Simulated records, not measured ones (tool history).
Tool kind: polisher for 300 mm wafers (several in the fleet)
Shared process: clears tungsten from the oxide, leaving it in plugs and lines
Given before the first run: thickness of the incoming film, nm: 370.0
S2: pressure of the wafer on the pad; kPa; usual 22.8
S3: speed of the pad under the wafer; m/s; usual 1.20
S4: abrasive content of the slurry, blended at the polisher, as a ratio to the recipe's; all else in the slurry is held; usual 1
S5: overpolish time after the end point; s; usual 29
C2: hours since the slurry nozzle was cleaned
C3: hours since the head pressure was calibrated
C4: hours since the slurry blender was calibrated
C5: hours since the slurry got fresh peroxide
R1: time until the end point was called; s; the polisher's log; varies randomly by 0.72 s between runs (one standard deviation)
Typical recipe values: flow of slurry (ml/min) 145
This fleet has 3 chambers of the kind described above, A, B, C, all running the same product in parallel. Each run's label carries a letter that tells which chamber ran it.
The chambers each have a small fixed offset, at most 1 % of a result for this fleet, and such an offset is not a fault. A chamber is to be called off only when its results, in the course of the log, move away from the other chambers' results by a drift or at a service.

run 1A hour=9.5 | flow_of_slurry_(ml/min)=145 S2=22.8 S3=1.20 S4=1 S5=29 | wafers_polished_on_this_pad=1308 C2=251.2 C3=1040.0 C4=279.6 C5=39.9 | R1=64.094
-- hour=18.0 chamber A: worn pad replaced by a new one
run 2B hour=20.3 | flow_of_slurry_(ml/min)=145 S2=22.8 S3=1.20 S4=1 S5=29 | wafers_polished_on_this_pad=1088 C2=73.4 C3=433.4 C4=214.7 C5=110.4 | R1=65.655
run 3C hour=31.0 | flow_of_slurry_(ml/min)=145 S2=22.8 S3=1.20 S4=1 S5=29 | wafers_polished_on_this_pad=1171 C2=49.4 C3=609.4 C4=67.5 C5=86.9 | R1=64.458
-- hour=35.1 chamber C: worn pad replaced by a new one
-- hour=35.8 chamber B: worn pad replaced by a new one
run 4C hour=39.0 | flow_of_slurry_(ml/min)=145 S2=22.8 S3=1.20 S4=1 S5=29 | wafers_polished_on_this_pad=41 C2=57.4 C3=617.4 C4=75.5 C5=94.9 | R1=64.887
-- hour=41.5 chamber C: slurry tank refilled with fresh slurry and peroxide
-- hour=47.5 chamber A: slurry tank refilled with fresh slurry and peroxide
run 5B hour=48.6 | flow_of_slurry_(ml/min)=145 S2=22.8 S3=1.20 S4=1 S5=29 | wafers_polished_on_this_pad=135 C2=101.7 C3=461.7 C4=243.0 C5=138.7 | R1=64.219
-- hour=54.9 chamber C: slurry blender recalibrated
run 6A hour=57.3 | flow_of_slurry_(ml/min)=145 S2=22.8 S3=1.20 S4=1 S5=29 | wafers_polished_on_this_pad=413 C2=299.0 C3=1087.8 C4=327.4 C5=9.9 | R1=64.124
-- hour=66.6 chamber B: slurry tank refilled with fresh slurry and peroxide
run 7A hour=69.9 | flow_of_slurry_(ml/min)=145 S2=22.8 S3=1.20 S4=1 S5=29 | wafers_polished_on_this_pad=545 C2=311.6 C3=1100.4 C4=340.0 C5=22.5 | R1=63.771
run 8C hour=76.3 | flow_of_slurry_(ml/min)=145 S2=22.8 S3=1.20 S4=1 S5=29 | wafers_polished_on_this_pad=433 C2=94.7 C3=654.7 C4=21.4 C5=34.8 | R1=63.644
run 9B hour=86.4 | flow_of_slurry_(ml/min)=145 S2=22.8 S3=1.20 S4=1 S5=29 | wafers_polished_on_this_pad=532 C2=139.5 C3=499.5 C4=280.8 C5=19.9 | R1=64.132
run 10B hour=94.8 | flow_of_slurry_(ml/min)=145 S2=22.8 S3=1.20 S4=1 S5=29 | wafers_polished_on_this_pad=620 C2=147.9 C3=507.9 C4=289.2 C5=28.3 | R1=64.991
run 11C hour=102.9 | flow_of_slurry_(ml/min)=145 S2=22.8 S3=1.20 S4=1 S5=29 | wafers_polished_on_this_pad=712 C2=121.3 C3=681.3 C4=48.0 C5=61.4 | R1=65.069
run 12A hour=114.6 | flow_of_slurry_(ml/min)=145 S2=22.8 S3=1.20 S4=1 S5=29 | wafers_polished_on_this_pad=1014 C2=356.3 C3=1145.1 C4=384.7 C5=67.2 | R1=64.085
-- hour=117.7 chamber A: slurry blender recalibrated
run 13C hour=123.5 | flow_of_slurry_(ml/min)=145 S2=22.8 S3=1.20 S4=1 S5=29 | wafers_polished_on_this_pad=929 C2=141.9 C3=701.9 C4=68.6 C5=82.0 | R1=65.642
run 14B hour=129.7 | flow_of_slurry_(ml/min)=145 S2=22.8 S3=1.20 S4=1 S5=29 | wafers_polished_on_this_pad=986 C2=182.8 C3=542.8 C4=324.1 C5=63.2 | R1=64.097
-- hour=134.2 chamber A: slurry tank refilled with fresh slurry and peroxide
run 15A hour=135.9 | flow_of_slurry_(ml/min)=145 S2=22.8 S3=1.20 S4=1 S5=29 | wafers_polished_on_this_pad=1238 C2=377.6 C3=1166.4 C4=18.3 C5=1.7 | R1=64.670
-- hour=136.4 chamber A: worn pad replaced by a new one
run 16C hour=141.9 | flow_of_slurry_(ml/min)=145 S2=22.8 S3=1.20 S4=1 S5=29 | wafers_polished_on_this_pad=1122 C2=160.3 C3=720.3 C4=87.0 C5=100.4 | R1=64.019
-- hour=145.8 chamber C: worn pad replaced by a new one
-- hour=146.1 chamber C: slurry blender recalibrated
run 17A hour=153.0 | flow_of_slurry_(ml/min)=145 S2=22.8 S3=1.20 S4=1 S5=29 | wafers_polished_on_this_pad=175 C2=394.7 C3=1183.5 C4=35.4 C5=18.8 | R1=64.063
-- hour=153.5 chamber C: slurry tank refilled with fresh slurry and peroxide
-- hour=161.3 chamber B: worn pad replaced by a new one
-- hour=164.0 chamber A: head pressure recalibrated
run 18B hour=164.5 | flow_of_slurry_(ml/min)=145 S2=22.8 S3=1.20 S4=1 S5=29 | wafers_polished_on_this_pad=34 C2=217.6 C3=577.6 C4=358.9 C5=98.0 | R1=65.138
-- hour=171.7 chamber B: slurry nozzle cleaned
run 19C hour=172.3 | flow_of_slurry_(ml/min)=145 S2=22.8 S3=1.20 S4=1 S5=29 | wafers_polished_on_this_pad=278 C2=190.7 C3=750.7 C4=26.2 C5=18.9 | R1=65.300
run 20B hour=178.8 | flow_of_slurry_(ml/min)=145 S2=22.8 S3=1.20 S4=1 S5=29 | wafers_polished_on_this_pad=184 C2=7.2 C3=591.9 C4=373.2 C5=112.3 | R1=64.284
run 21A hour=189.8 | flow_of_slurry_(ml/min)=145 S2=22.8 S3=1.20 S4=1 S5=29 | wafers_polished_on_this_pad=561 C2=431.5 C3=25.9 C4=72.2 C5=55.6 | R1=63.870
run 22B hour=200.1 | flow_of_slurry_(ml/min)=145 S2=22.8 S3=1.20 S4=1 S5=29 | wafers_polished_on_this_pad=407 C2=28.5 C3=613.2 C4=394.5 C5=133.6 | R1=64.295
-- hour=206.4 chamber A: slurry tank refilled with fresh slurry and peroxide
run 23A hour=211.0 | flow_of_slurry_(ml/min)=145 S2=22.8 S3=1.20 S4=1 S5=29 | wafers_polished_on_this_pad=784 C2=452.7 C3=47.1 C4=93.4 C5=4.7 | R1=65.777
-- hour=214.5 chamber B: slurry tank refilled with fresh slurry and peroxide
run 24C hour=217.7 | flow_of_slurry_(ml/min)=145 S2=22.8 S3=1.20 S4=1 S5=29 | wafers_polished_on_this_pad=755 C2=236.1 C3=796.1 C4=71.6 C5=64.3 | R1=65.501
run 25A hour=224.9 | flow_of_slurry_(ml/min)=145 S2=22.8 S3=1.36 S4=1 S5=29 | wafers_polished_on_this_pad=930 C2=466.6 C3=61.0 C4=107.3 C5=18.6 | R1=55.730
run 26B hour=232.0 | flow_of_slurry_(ml/min)=145 S2=22.8 S3=1.36 S4=1 S5=29 | wafers_polished_on_this_pad=742 C2=60.4 C3=645.1 C4=426.4 C5=17.5 | R1=56.710

Next, every chamber runs the same settings. What will each give?
run 27A hour=241.2 | flow_of_slurry_(ml/min)=145 S2=22.8 S3=1.20 S4=1 S5=29 | R1=?
run 27B hour=241.2 | flow_of_slurry_(ml/min)=145 S2=22.8 S3=1.20 S4=1 S5=29 | R1=?
run 27C hour=241.2 | flow_of_slurry_(ml/min)=145 S2=22.8 S3=1.20 S4=1 S5=29 | R1=?

run=27A R1=63.265
run=27B R1=64.033
run=27C R1=66.463
